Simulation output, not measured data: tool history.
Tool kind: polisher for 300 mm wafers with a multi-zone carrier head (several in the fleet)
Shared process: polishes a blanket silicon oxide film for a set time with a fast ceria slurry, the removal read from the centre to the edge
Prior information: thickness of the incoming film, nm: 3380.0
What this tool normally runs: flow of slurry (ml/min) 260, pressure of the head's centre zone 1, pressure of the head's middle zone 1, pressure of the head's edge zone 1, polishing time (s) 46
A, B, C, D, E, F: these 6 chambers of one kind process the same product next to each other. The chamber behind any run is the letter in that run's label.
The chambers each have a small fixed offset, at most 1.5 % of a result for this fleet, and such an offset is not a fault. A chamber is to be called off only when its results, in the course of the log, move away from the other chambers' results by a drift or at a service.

| run | hour | flow of slurry (ml/min) | pressure of the head's centre zone | pressure of the head's middle zone | pressure of the head's edge zone | polishing time (s) | film removed at the wafer's centre (angstrom) | film removed at mid-radius (angstrom) | film removed at the wafer's edge (angstrom) |
|---|---|---|---|---|---|---|---|---|---|
| 1A | 9.6 | 260 | 1 | 1 | 1 | 46 | 7309.7 | 7420.7 | 7378.2 |
| 2E | 16 | 260 | 1 | 1 | 1 | 46 | 7441.9 | 7500.1 | 7511 |
|  | 21.2 | chamber A: worn pad replaced by a new one |
| 3B | 23.2 | 260 | 1 | 1 | 1 | 46 | 7480.7 | 7404.1 | 7371.1 |
|  | 26.8 | chamber E: slurry nozzle cleaned |
| 4C | 29.1 | 260 | 1 | 1 | 1 | 46 | 7428.1 | 7407.9 | 7329.4 |
| 5F | 39.4 | 190 | 1 | 1 | 1 | 46 | 7002.6 | 7060.6 | 7253.5 |
|  | 46.2 | chamber F: worn pad replaced by a new one |
| 6D | 49.4 | 190 | 1 | 1 | 1 | 46 | 7078.5 | 7113.8 | 7145.7 |
|  | 56.6 | chamber D: worn pad replaced by a new one |
| 7C | 59.2 | 190 | 1 | 1 | 1 | 46 | 7146.8 | 7079.5 | 7075.9 |
| 8A | 68 | 190 | 1 | 1 | 1 | 46 | 7039.3 | 6919.1 | 7109.4 |
|  | 70.5 | chamber A: slurry nozzle cleaned |
|  | 73.8 | chamber E: worn pad replaced by a new one |
|  | 75.9 | chamber C: worn pad replaced by a new one |
| 9B | 76.8 | 190 | 1 | 1 | 1 | 46 | 6924.3 | 7060 | 7288.9 |
| 10E | 89.4 | 190 | 1 | 1 | 1 | 46 | 7136.6 | 7165.2 | 7229.5 |
| 11D | 100.7 | 260 | 1 | 1.07 | 1 | 46 | 7411.1 | 7771.2 | 7420.4 |
| 12F | 107.3 | 260 | 1 | 1.07 | 1 | 46 | 7486.8 | 7946.7 | 7410.6 |
| 13B | 114.6 | 260 | 1 | 1.07 | 1 | 46 | 7341.8 | 7753.2 | 7272.9 |
| 14E | 122.5 | 260 | 1 | 1.07 | 1 | 46 | 7432.3 | 7889.3 | 7486.4 |
|  | 122.7 | chamber D: worn pad replaced by a new one |
|  | 122.8 | chamber E: edge zone pressure recalibrated |
| 15D | 129.7 | 260 | 1 | 1.07 | 1 | 46 | 7328 | 7802.7 | 7154.5 |
| 16F | 137.5 | 260 | 1 | 1.07 | 1 | 46 | 7380.5 | 7823.4 | 7492.9 |
|  | 140.7 | chamber B: slurry nozzle cleaned |
|  | 141.7 | chamber F: slurry nozzle cleaned |
|  | 143.8 | chamber A: edge zone pressure recalibrated |
| 17A | 145.1 | 260 | 1 | 1 | 1 | 46 | 7445.2 | 7331.5 | 7393.4 |
| 18C | 156 | 260 | 1 | 1 | 1 | 46 | 7390.5 | 7400.4 | 7199.5 |
|  | 157.7 | chamber C: slurry nozzle cleaned |
|  | 164.5 | chamber E: worn pad replaced by a new one |
| 19C | 165.2 | 260 | 1 | 1.1 | 1 | 46 | 7428.4 | 8114.7 | 7429 |
| 20F | 171.2 | 260 | 1 | 1.1 | 1 | 46 | 7489.4 | 8149.6 | 7481.6 |
|  | 171.4 | chamber A: worn pad replaced by a new one |
| 21D | 177.3 | 260 | 1 | 1.1 | 1 | 46 | 7308.1 | 7903.5 | 7360.3 |
|  | 177.6 | chamber C: worn pad replaced by a new one |
| 22E | 187.4 | 260 | 1 | 1.1 | 1 | 46 | 7399.5 | 8107.3 | 7371.2 |
|  | 193.6 | chamber D: slurry nozzle cleaned |
| 23A | 194.1 | 260 | 1 | 1.1 | 1 | 46 | 7374.4 | 8086.3 | 7259.9 |
|  | 194.8 | chamber F: worn pad replaced by a new one |
|  | 197.5 | chamber D: worn pad replaced by a new one |
| 24B | 203.5 | 260 | 1 | 1.1 | 1 | 46 | 7063.5 | 7779 | 7111.8 |
| 25D | 209.3 | 260 | 1 | 1 | 1 | 46 | 7464.5 | 7322.5 | 7365.6 |
| 26F | 214.9 | 260 | 1 | 1 | 1 | 46 | 7392.8 | 7484 | 7554.8 |
|  | 216.1 | chamber C: centre zone pressure recalibrated |
| 27E | 224.2 | 260 | 1 | 1 | 1 | 46 | 7603.1 | 7483.9 | 7409.4 |
|  | 236 | chamber A: centre zone pressure recalibrated |
| 28B | 237.1 | 260 | 1 | 1 | 1 | 46 | 6980.5 | 6977.9 | 7070.1 |
|  | 241.2 | chamber E: worn pad replaced by a new one |
| 29A | 244.9 | 260 | 1 | 1 | 1 | 46 | 7345.3 | 7315.2 | 7353.9 |
|  | 246.5 | chamber F: centre zone pressure recalibrated |
| 30C | 255.6 | 260 | 1 | 1 | 1 | 46 | 7337.9 | 7388.3 | 7281.6 |
|  | 260 | chamber D: worn pad replaced by a new one |
|  | 262 | chamber C: worn pad replaced by a new one |
| 31C | 267.2 | 260 | 1 | 1 | 1 | 46 | 7425.6 | 7402.7 | 7457.7 |
|  | 268.2 | chamber E: centre zone pressure recalibrated |
| 32E | 274.1 | 260 | 1 | 1 | 1 | 46 | 7580.7 | 7382.1 | 7401.7 |
| 33F | 280.6 | 260 | 1 | 1 | 1 | 46 | 7531.6 | 7438 | 7390.1 |
| 34D | 291.1 | 260 | 1 | 1 | 1 | 46 | 7335.1 | 7313.6 | 7360.2 |
| 35B | 300.9 | 260 | 1 | 1 | 1 | 46 | 6840.8 | 6825.5 | 6834.2 |
| 36A | 309.4 | 260 | 1 | 1 | 1 | 46 | 7454.5 | 7333.9 | 7387.9 |

Is one chamber out of step, is the gauge drifting, or do the chambers differ by no more than their own small offsets? For an off chamber, give its letter and the likeliest cause.

One chamber, B, drifts off from the rest bit by bit.
What lies behind it: removal rate lost through wear of the pad, % = 8.

Which of the 4 candidates below, each the usual settings with something changed and its results left as question marks, puts chamber B back in line with what the other chambers give on the usual settings?
In-line tolerance around the mean of the other chambers on the usual settings: film removed at the wafer's centre (angstrom) 240; film removed at mid-radius (angstrom) 200; film removed at the wafer's edge (angstrom) 270
| 37B-1 | 318.7 | 260 | 1.01 | 1 | 1 | 50 | ? | ? | ? |
| 37B-2 | 318.7 | 260 | 0.99 | 1 | 1 | 43 | ? | ? | ? |
| 37B-3 | 318.7 | 260 | 1 | 1 | 1 | 47 | ? | ? | ? |
| 37B-4 | 318.7 | 260 | 1 | 1 | 1 | 45 | ? | ? | ? |

Other chambers, usual settings, mean: film removed at the wafer's centre (angstrom) 7418; film removed at mid-radius (angstrom) 7378.6; film removed at the wafer's edge (angstrom) 7398.2
| run | film removed at the wafer's centre (angstrom) | film removed at mid-radius (angstrom) | film removed at the wafer's edge (angstrom) |
|---|---|---|---|
| 37B-1 | 7522.6 | 7417.1 | 7444.3 |
| 37B-2 | 6331 | 6379.4 | 6402.1 |
| 37B-3 | 6995.6 | 6972.5 | 6997.7 |
| 37B-4 | 6697.9 | 6675.8 | 6699.9 |
37B-1 brings the chamber back in line.

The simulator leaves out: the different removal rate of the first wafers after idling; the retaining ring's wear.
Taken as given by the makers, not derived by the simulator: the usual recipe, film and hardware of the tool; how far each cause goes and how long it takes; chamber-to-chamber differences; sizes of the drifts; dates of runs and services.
